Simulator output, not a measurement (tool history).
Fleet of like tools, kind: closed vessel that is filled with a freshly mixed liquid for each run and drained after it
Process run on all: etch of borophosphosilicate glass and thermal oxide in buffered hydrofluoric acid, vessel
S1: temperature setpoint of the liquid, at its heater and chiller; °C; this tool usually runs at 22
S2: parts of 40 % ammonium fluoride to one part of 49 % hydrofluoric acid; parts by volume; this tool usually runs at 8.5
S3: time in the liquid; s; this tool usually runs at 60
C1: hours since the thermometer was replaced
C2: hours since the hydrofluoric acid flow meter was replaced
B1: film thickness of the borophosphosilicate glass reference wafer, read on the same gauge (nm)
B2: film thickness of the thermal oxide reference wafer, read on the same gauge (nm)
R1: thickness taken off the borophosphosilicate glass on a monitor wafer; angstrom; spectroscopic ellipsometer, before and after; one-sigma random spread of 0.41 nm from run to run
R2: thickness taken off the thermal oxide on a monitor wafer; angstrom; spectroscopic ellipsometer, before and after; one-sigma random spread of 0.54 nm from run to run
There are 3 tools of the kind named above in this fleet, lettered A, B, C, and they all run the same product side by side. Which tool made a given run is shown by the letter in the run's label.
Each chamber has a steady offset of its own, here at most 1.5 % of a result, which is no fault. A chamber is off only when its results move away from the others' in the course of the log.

run   hour  S1   S2  S3      C1      C2      B1      B2       R1       R2
 1C    8.5  22  8.5  60  1488.7   995.9  129.99  129.98  1014.80   718.79
 2A   17.5  22  8.5  60  1306.0   879.9  130.03  130.05  1004.80   718.58
 3B   23.2  22  8.5  60  2056.5   633.4  130.00  130.00  1027.10   728.43
 4C   29.2  22  8.5  60  1509.4  1016.6  129.97  129.98  1019.10   722.98
 5B   38.7  22  8.5  60  2072.0   648.9  130.02  130.02  1017.10   725.73
 6A   46.2  22  8.5  60  1334.7   908.6  129.99  130.01  1010.50   717.84
 7B   55.8  22  8.5  60  2089.1   666.0  130.01  130.03  1020.00   725.22
 8A   65.8  22  8.5  60  1354.3   928.2  130.02  129.99  1011.70   718.36
 9C   74.0  22  8.5  60  1554.2  1061.4  129.99  130.00  1014.50   717.35
10B   82.0  22  8.5  60  2115.3   692.2  130.01  130.01  1021.70   732.64
11A   87.0  22  8.5  60  1375.5   949.4  129.99  129.94  1011.30   717.57
12C   95.1  22  8.5  60  1575.3  1082.5  130.00  129.99  1011.00   723.87
13C  101.5  22  8.5  60  1581.7  1088.9  129.98  130.04  1018.20   717.17
14A  108.5  22  8.5  60  1397.0   970.9  129.97  129.93  1006.00   718.00
15B  116.2  22  8.5  60  2149.5   726.4  130.01  129.99  1025.20   717.97
16A  121.9  22  8.5  60  1410.4   984.3  130.03  129.96  1011.00   713.91
17C  129.3  22  5.5  60  1609.5  1116.7  130.01  130.01  1557.50  1107.70
18B  135.5  22  5.5  60  2168.8   745.7  130.05  130.04  1579.20  1108.50
     138.2  -- chamber A: thermometer replaced
19A  146.3  22  5.5  60     8.2  1008.7  130.02  129.92  1544.00  1083.90
     149.1  -- chamber B: hydrofluoric acid flow meter replaced
20C  155.6  22  8.5  30  1635.8  1143.0  130.02  130.00   509.74   367.36
21B  163.3  22  8.5  30  2196.6    14.3  129.99  129.98   512.29   362.47
22C  170.9  22  8.5  30  1651.1  1158.3  130.01  130.01   506.15   359.14
23B  178.3  22  8.5  60  2211.6    29.3  130.01  130.01  1031.30   722.55
24A  187.2  22  8.5  60    49.1  1049.6  130.02  130.06  1009.10   701.99
25A  194.6  22  8.5  60    56.5  1057.0  129.99  129.96  1011.30   708.60
26B  201.2  22  8.5  60  2234.5    52.2  130.02  130.05  1024.90   723.95
27C  212.7  22  8.5  60  1692.9  1200.1  130.01  129.97  1014.70   719.50
28C  217.9  22  8.5  60  1698.1  1205.3  130.01  129.98  1015.50   725.28
29A  223.6  22  8.5  60    85.5  1086.0  129.99  130.01  1010.30   725.93
30B  234.2  22  8.5  60  2267.5    85.2  130.00  130.01  1021.50   719.24
31C  242.1  22  8.5  60  1722.3  1229.5  129.98  130.04  1011.50   718.09
32A  247.5  22  8.5  60   109.4  1109.9  130.03  129.98  1007.30   719.93
     249.6  -- chamber B: thermometer replaced
33B  254.5  22  8.5  60     4.9   105.5  130.00  130.00  1022.70   726.18
34C  263.9  22  8.5  60  1744.1  1251.3  129.98  130.01  1017.00   720.85
35B  271.6  22  8.5  60    22.0   122.6  130.03  129.95  1024.40   717.56
36A  281.6  22  8.5  60   143.5  1144.0  130.02  130.03  1008.70   716.16
37C  293.0  22  8.5  60  1773.2  1280.4  129.98  130.00  1013.70   713.84
38B  298.1  22  8.5  60    48.5   149.1  129.98  129.99  1033.20   721.83
39A  304.5  22  8.5  60   166.4  1166.9  130.01  130.00  1009.30   718.61
40B  312.8  22  8.5  60    63.2   163.8  130.02  130.01  1030.60   723.48
41A  320.6  22  8.5  60   182.5  1183.0  130.01  129.98  1004.30   710.89
42C  331.5  22  8.5  60  1811.7  1318.9  129.98  130.01  1015.40   718.07
43A  337.2  22  8.5  60   199.1  1199.6  129.99  130.01  1007.10   714.52
44C  348.4  25  7.0  60  1828.6  1335.8  129.98  130.02  1475.20  1054.50

Each of the 3 chambers runs these same settings next. Fill in every chamber's results:
45A  356.7  22  8.5  60                   ?   ?
45B  356.7  22  8.5  60                   ?   ?
45C  356.7  22  8.5  60                   ?   ?

run       R1      R2
45A  1016.00  714.77
45B  1027.50  723.63
45C  1010.30  718.77
